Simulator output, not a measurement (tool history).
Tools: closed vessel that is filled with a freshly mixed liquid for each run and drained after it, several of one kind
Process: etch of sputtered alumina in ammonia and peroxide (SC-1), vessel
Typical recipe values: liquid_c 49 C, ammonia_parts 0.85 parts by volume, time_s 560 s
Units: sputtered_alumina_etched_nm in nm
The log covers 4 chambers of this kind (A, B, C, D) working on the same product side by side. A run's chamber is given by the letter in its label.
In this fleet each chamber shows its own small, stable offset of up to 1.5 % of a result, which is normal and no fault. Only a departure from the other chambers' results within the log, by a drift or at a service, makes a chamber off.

| run | hour | liquid_c | ammonia_parts | time_s | hours since the thermometer was replaced | hours since the ammonia flow meter was replaced | hours since the drum of ammonia solution was connected | read-back film thickness of the sputtered alumina reference wafer, read on the same gauge (nm) | sputtered_alumina_etched_nm |
|---|---|---|---|---|---|---|---|---|---|
|  | 2.9 | chamber D: new drum of ammonia solution connected |
| 1A | 11.6 | 49 | 0.85 | 560 | 2380.5 | 1153.0 | 316.4 | 139.98 | 29.720 |
| 2C | 23.5 | 49 | 0.85 | 560 | 368.4 | 347.4 | 305.1 | 140.01 | 29.739 |
| 3D | 32.2 | 49 | 0.85 | 560 | 666.4 | 569.1 | 29.4 | 140.01 | 29.506 |
| 4B | 43.9 | 49 | 0.85 | 560 | 1909.8 | 1286.7 | 741.8 | 140.00 | 29.395 |
| 5C | 53.8 | 49 | 0.85 | 560 | 398.7 | 377.7 | 335.4 | 139.99 | 29.925 |
| 6D | 64.9 | 49 | 0.85 | 560 | 699.1 | 601.8 | 62.1 | 140.02 | 29.280 |
| 7A | 71.3 | 49 | 0.85 | 560 | 2440.2 | 1212.7 | 376.1 | 139.99 | 29.940 |
| 8B | 82.1 | 49 | 0.85 | 285 | 1948.0 | 1324.9 | 780.0 | 139.96 | 15.022 |
| 9A | 94.0 | 49 | 0.85 | 285 | 2462.9 | 1235.4 | 398.8 | 140.02 | 15.145 |
|  | 95.3 | chamber A: thermometer replaced |
| 10B | 100.7 | 49 | 0.85 | 285 | 1966.6 | 1343.5 | 798.6 | 140.01 | 15.112 |
|  | 108.4 | chamber C: ammonia flow meter replaced |
| 11D | 110.3 | 49 | 0.85 | 285 | 744.5 | 647.2 | 107.5 | 140.03 | 15.080 |
| 12C | 118.1 | 49 | 0.85 | 560 | 463.0 | 9.8 | 399.7 | 140.03 | 29.422 |
| 13C | 126.6 | 49 | 0.85 | 560 | 471.5 | 18.3 | 408.2 | 140.03 | 29.465 |
| 14A | 136.7 | 44 | 1.20 | 560 | 41.5 | 1278.1 | 441.5 | 139.99 | 23.383 |
|  | 142.2 | chamber B: new drum of ammonia solution connected |
| 15B | 148.9 | 44 | 1.20 | 560 | 2014.8 | 1391.7 | 6.8 | 140.01 | 23.184 |
| 16D | 160.3 | 44 | 1.20 | 560 | 794.5 | 697.2 | 157.5 | 140.01 | 23.245 |
| 17A | 167.5 | 44 | 1.20 | 560 | 72.3 | 1308.9 | 472.3 | 139.99 | 23.528 |
| 18B | 173.1 | 49 | 0.85 | 560 | 2039.0 | 1415.9 | 31.0 | 140.00 | 29.741 |
| 19D | 181.8 | 49 | 0.85 | 560 | 816.0 | 718.7 | 179.0 | 140.01 | 30.186 |
| 20C | 193.6 | 49 | 0.85 | 560 | 538.5 | 85.3 | 475.2 | 139.97 | 29.664 |
| 21A | 199.0 | 49 | 0.85 | 560 | 103.8 | 1340.4 | 503.8 | 139.99 | 29.832 |
| 22C | 208.0 | 49 | 0.55 | 385 | 552.9 | 99.7 | 489.6 | 140.02 | 19.465 |
| 23B | 218.4 | 49 | 0.55 | 385 | 2084.3 | 1461.2 | 76.3 | 140.01 | 19.553 |
| 24D | 225.7 | 49 | 0.55 | 385 | 859.9 | 762.6 | 222.9 | 139.98 | 20.019 |
| 25C | 232.2 | 49 | 0.55 | 385 | 577.1 | 123.9 | 513.8 | 140.03 | 19.605 |
| 26A | 242.2 | 49 | 0.85 | 560 | 147.0 | 1383.6 | 547.0 | 140.01 | 29.889 |
| 27B | 253.8 | 49 | 0.85 | 560 | 2119.7 | 1496.6 | 111.7 | 139.98 | 29.851 |
| 28D | 262.2 | 49 | 0.85 | 560 | 896.4 | 799.1 | 259.4 | 140.00 | 30.500 |
|  | 262.6 | chamber B: thermometer replaced |
|  | 263.7 | chamber A: new drum of ammonia solution connected |
| 29A | 270.5 | 49 | 0.85 | 560 | 175.3 | 1411.9 | 6.8 | 140.01 | 29.796 |
| 30D | 276.4 | 45 | 0.85 | 560 | 910.6 | 813.3 | 273.6 | 140.00 | 24.982 |
| 31B | 288.6 | 45 | 0.85 | 560 | 26.0 | 1531.4 | 146.5 | 140.00 | 23.767 |
| 32C | 295.1 | 45 | 0.85 | 560 | 640.0 | 186.8 | 576.7 | 139.99 | 23.667 |
| 33B | 306.3 | 45 | 0.85 | 560 | 43.7 | 1549.1 | 164.2 | 140.00 | 23.908 |
| 34C | 312.6 | 49 | 0.85 | 560 | 657.5 | 204.3 | 594.2 | 139.98 | 29.362 |

Decide between three cases: one chamber stands off from its peers, the gauge reading all wafers drifts, or nothing is wrong past each chamber's small offset. Where a chamber is off, say which and what most likely put it there.

It is chamber D that slowly wanders off from its peers.
What lies behind it: liquid hotter than its thermometer reads (K) = 1.17.

Chamber D could run next with any of the 4 candidate recipes listed below; each alters the usual settings, and their results appear as question marks. Which one brings its results back in line with what the other chambers deliver on the usual settings?
Allowed miss from the other chambers' usual-settings mean, per result, to count as in line: sputtered_alumina_etched_nm 0.670 nm
| 35D-1 | 321.5 | 49.5 | 0.85 | 575 |  |  |  |  | ? |
| 35D-2 | 321.5 | 49.0 | 0.85 | 530 |  |  |  |  | ? |
| 35D-3 | 321.5 | 49.0 | 0.85 | 555 |  |  |  |  | ? |
| 35D-4 | 321.5 | 49.0 | 0.85 | 565 |  |  |  |  | ? |

On the usual settings, the other chambers give on average: sputtered_alumina_etched_nm 29.773 nm
| run | sputtered_alumina_etched_nm |
|---|---|
| 35D-1 | 33.195 |
| 35D-2 | 29.787 |
| 35D-3 | 31.192 |
| 35D-4 | 31.754 |
With 35D-2, the chamber falls back in line with the rest.
